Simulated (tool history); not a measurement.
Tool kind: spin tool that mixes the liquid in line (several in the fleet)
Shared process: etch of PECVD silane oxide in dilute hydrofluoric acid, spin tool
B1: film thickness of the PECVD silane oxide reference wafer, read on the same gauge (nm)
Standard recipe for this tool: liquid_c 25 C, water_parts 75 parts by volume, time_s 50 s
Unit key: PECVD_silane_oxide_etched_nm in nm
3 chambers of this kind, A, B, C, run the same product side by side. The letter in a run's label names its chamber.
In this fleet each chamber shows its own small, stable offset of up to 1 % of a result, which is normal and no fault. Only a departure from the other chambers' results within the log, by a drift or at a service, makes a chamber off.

{"run": "1C", "hour": 8.8, "liquid_c": 25, "water_parts": 75, "time_s": 50, "B1": 59.947, "PECVD_silane_oxide_etched_nm": 10.663}
{"run": "2B", "hour": 20.7, "liquid_c": 25, "water_parts": 75, "time_s": 50, "B1": 60.0, "PECVD_silane_oxide_etched_nm": 10.898}
{"run": "3A", "hour": 32.3, "liquid_c": 25, "water_parts": 75, "time_s": 50, "B1": 59.977, "PECVD_silane_oxide_etched_nm": 10.635}
{"run": "4B", "hour": 43.0, "liquid_c": 25, "water_parts": 75, "time_s": 50, "B1": 60.039, "PECVD_silane_oxide_etched_nm": 10.707}
{"run": "5A", "hour": 50.1, "liquid_c": 25, "water_parts": 75, "time_s": 50, "B1": 60.018, "PECVD_silane_oxide_etched_nm": 10.827}
{"run": "6C", "hour": 61.2, "liquid_c": 25, "water_parts": 75, "time_s": 50, "B1": 60.03, "PECVD_silane_oxide_etched_nm": 10.93}
{"hour": 70.5, "done": "chamber B: thermometer replaced"}
{"run": "7A", "hour": 72.9, "liquid_c": 25, "water_parts": 75, "time_s": 50, "B1": 60.012, "PECVD_silane_oxide_etched_nm": 10.695}
{"run": "8B", "hour": 83.0, "liquid_c": 25, "water_parts": 75, "time_s": 50, "B1": 59.997, "PECVD_silane_oxide_etched_nm": 10.573}
{"run": "9C", "hour": 91.8, "liquid_c": 25, "water_parts": 75, "time_s": 50, "B1": 60.05, "PECVD_silane_oxide_etched_nm": 11.063}
{"run": "10B", "hour": 100.3, "liquid_c": 25, "water_parts": 75, "time_s": 50, "B1": 59.992, "PECVD_silane_oxide_etched_nm": 10.623}
{"run": "11A", "hour": 106.1, "liquid_c": 25, "water_parts": 75, "time_s": 50, "B1": 59.996, "PECVD_silane_oxide_etched_nm": 10.645}
{"run": "12C", "hour": 116.6, "liquid_c": 25, "water_parts": 75, "time_s": 50, "B1": 59.992, "PECVD_silane_oxide_etched_nm": 11.06}
{"run": "13A", "hour": 128.8, "liquid_c": 25, "water_parts": 75, "time_s": 50, "B1": 60.002, "PECVD_silane_oxide_etched_nm": 10.863}
{"run": "14C", "hour": 135.8, "liquid_c": 25, "water_parts": 75, "time_s": 50, "B1": 60.044, "PECVD_silane_oxide_etched_nm": 11.321}
{"run": "15B", "hour": 141.4, "liquid_c": 25, "water_parts": 75, "time_s": 50, "B1": 59.973, "PECVD_silane_oxide_etched_nm": 10.678}
{"run": "16B", "hour": 151.5, "liquid_c": 25, "water_parts": 75, "time_s": 50, "B1": 60.018, "PECVD_silane_oxide_etched_nm": 10.804}
{"run": "17C", "hour": 159.3, "liquid_c": 25, "water_parts": 75, "time_s": 50, "B1": 60.006, "PECVD_silane_oxide_etched_nm": 11.445}
{"run": "18A", "hour": 165.9, "liquid_c": 25, "water_parts": 75, "time_s": 50, "B1": 59.981, "PECVD_silane_oxide_etched_nm": 10.704}
{"run": "19B", "hour": 175.7, "liquid_c": 25, "water_parts": 75, "time_s": 50, "B1": 59.983, "PECVD_silane_oxide_etched_nm": 10.644}
{"hour": 179.8, "done": "chamber A: hydrofluoric acid flow meter replaced"}
{"run": "20C", "hour": 186.1, "liquid_c": 25, "water_parts": 45, "time_s": 50, "B1": 59.995, "PECVD_silane_oxide_etched_nm": 20.013}
{"run": "21A", "hour": 193.0, "liquid_c": 25, "water_parts": 45, "time_s": 50, "B1": 59.98, "PECVD_silane_oxide_etched_nm": 18.327}
{"run": "22B", "hour": 200.0, "liquid_c": 25, "water_parts": 45, "time_s": 50, "B1": 60.01, "PECVD_silane_oxide_etched_nm": 18.555}
{"run": "23C", "hour": 211.9, "liquid_c": 25, "water_parts": 75, "time_s": 50, "B1": 59.986, "PECVD_silane_oxide_etched_nm": 11.638}

Is one chamber off against the others, does the gauge drift, or is nothing wrong? If a chamber is off, say which, and what the likeliest cause is.

It is chamber C that slowly wanders off from its peers.
Cause: hydrofluoric acid flow above the setpoint (%) = 8.59.
The log may not tell that from: liquid hotter than its thermometer reads (K).

Here are 4 candidates for chamber C's next run, each the usual settings with a change, their results left as question marks. Which one brings its results back in line with what the others give on the usual settings?
A result is in line if it is within this distance of the other chambers' mean on the usual settings: PECVD_silane_oxide_etched_nm 0.350 nm
{"run": "24C-1", "hour": 220.9, "liquid_c": 25.5, "water_parts": 75, "time_s": 50, "PECVD_silane_oxide_etched_nm": "?"}
{"run": "24C-2", "hour": 220.9, "liquid_c": 25.5, "water_parts": 70, "time_s": 50, "PECVD_silane_oxide_etched_nm": "?"}
{"run": "24C-3", "hour": 220.9, "liquid_c": 24.5, "water_parts": 75, "time_s": 50, "PECVD_silane_oxide_etched_nm": "?"}
{"run": "24C-4", "hour": 220.9, "liquid_c": 23.0, "water_parts": 75, "time_s": 50, "PECVD_silane_oxide_etched_nm": "?"}

Mean of the other chambers on the usual settings: PECVD_silane_oxide_etched_nm 10.749 nm
run=24C-1 PECVD_silane_oxide_etched_nm=11.990
run=24C-2 PECVD_silane_oxide_etched_nm=12.934
run=24C-3 PECVD_silane_oxide_etched_nm=11.518
run=24C-4 PECVD_silane_oxide_etched_nm=10.832
24C-4 puts the chamber back in line with the other chambers.
